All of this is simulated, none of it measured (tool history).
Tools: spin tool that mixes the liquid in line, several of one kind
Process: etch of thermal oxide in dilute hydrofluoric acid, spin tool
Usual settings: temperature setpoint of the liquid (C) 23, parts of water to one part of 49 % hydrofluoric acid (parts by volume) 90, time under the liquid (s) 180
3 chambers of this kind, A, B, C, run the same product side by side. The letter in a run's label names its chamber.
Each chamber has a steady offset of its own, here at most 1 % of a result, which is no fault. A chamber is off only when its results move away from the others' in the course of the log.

run	day	temperature setpoint of the liquid (C)	parts of water to one part of 49 % hydrofluoric acid (parts by volume)	time under the liquid (s)	hours since the thermometer was replaced	hours since the hydrofluoric acid flow meter was replaced	read-back film thickness of the thermal oxide reference wafer, read on the same gauge (nm)	thickness taken off the thermal oxide on a monitor wafer (angstrom)
1A	0.171	23	90	180	945.8	1003	50.016	92.231
2B	0.288	23	90	180	693.2	679.1	50.022	91.321
3C	0.5	23	90	180	861	110.4	49.998	91.274
4A	0.662	23	90	180	957.6	1014.8	50.02	92.025
5B	0.788	23	90	180	705.2	691.1	49.99	91.093
6C	0.996	23	90	180	872.9	122.3	49.965	92.814
7B	1.133	23	90	180	713.5	699.4	49.999	92.018
8C	1.321	23	90	180	880.7	130.1	50.01	91.929
9A	1.421	23	90	130	975.8	1033	50.021	66.252
10A	1.567	23	90	130	979.3	1036.5	49.994	66.642
11B	1.717	23	90	130	727.5	713.4	49.991	66.382
12C	1.838	23	90	180	893.1	142.5	49.983	92.065
13A	1.938	23	90	180	988.2	1045.4	49.946	91.849
14B	2.117	23	90	180	737.1	723	50.019	93.191
15C	2.3	23	90	180	904.2	153.6	49.991	91.303
16C	2.425	23	90	180	907.2	156.6	50.005	91.843
17A	2.588	19.5	90	180	1003.8	1061	50.014	80.213
18B	2.721	19.5	90	180	751.6	737.5	49.992	81.48
19A	2.908	19.5	90	180	1011.5	1068.7	49.989	79.312
20B	3.038	23	90	180	759.2	745.1	49.994	94.041
21C	3.229	23	90	180	926.5	175.9	49.993	92.003
22C	3.383	23	90	180	930.2	179.6	49.981	91.318
23A	3.592	19.5	90	85	1027.9	1085.1	49.989	37.841
24B	3.762	19.5	90	85	776.6	762.5	50.008	39.214
25B	3.979	19.5	90	85	781.8	767.7	50.011	39.536
26C	4.125	23	90	180	948	197.4	49.989	92.163
27A	4.346	23	90	180	1046	1103.2	50.007	92.44
28B	4.538	23	90	180	795.2	781.1	49.967	96.131
29A	4.729	23	90	180	1055.2	1112.4	50.019	91.291
30C	4.938	18.5	65	180	967.5	216.9	50.013	110.45
31B	5.083	18.5	65	180	808.3	794.2	50.036	114.72
32C	5.229	18.5	65	180	974.5	223.9	49.991	109.78

Is one chamber off against the others, does the gauge drift, or is nothing wrong? If a chamber is off, say which, and what the likeliest cause is.

Chamber B drifts away from the others.
Cause: liquid hotter than its thermometer reads (K) = 1.6.
The log may not tell that from: hydrofluoric acid flow above the setpoint (%).

Here are 4 candidates for chamber B's next run, each the usual settings with a change, their results left as question marks. Which one brings its results back in line with what the others give on the usual settings?
In line means no further than this from the other chambers' mean on the usual settings: thickness taken off the thermal oxide on a monitor wafer (angstrom) 1.7
33B-1	5.4	23	90	170				?
33B-2	5.4	23	95	170				?
33B-3	5.4	23	85	180				?
33B-4	5.4	26	90	180				?

The other chambers' mean on the usual settings: thickness taken off the thermal oxide on a monitor wafer (angstrom) 91.974
run	thickness taken off the thermal oxide on a monitor wafer (angstrom)
33B-1	92.259
33B-2	86.937
33B-3	103.98
33B-4	109.87
33B-1 brings the chamber back in line.

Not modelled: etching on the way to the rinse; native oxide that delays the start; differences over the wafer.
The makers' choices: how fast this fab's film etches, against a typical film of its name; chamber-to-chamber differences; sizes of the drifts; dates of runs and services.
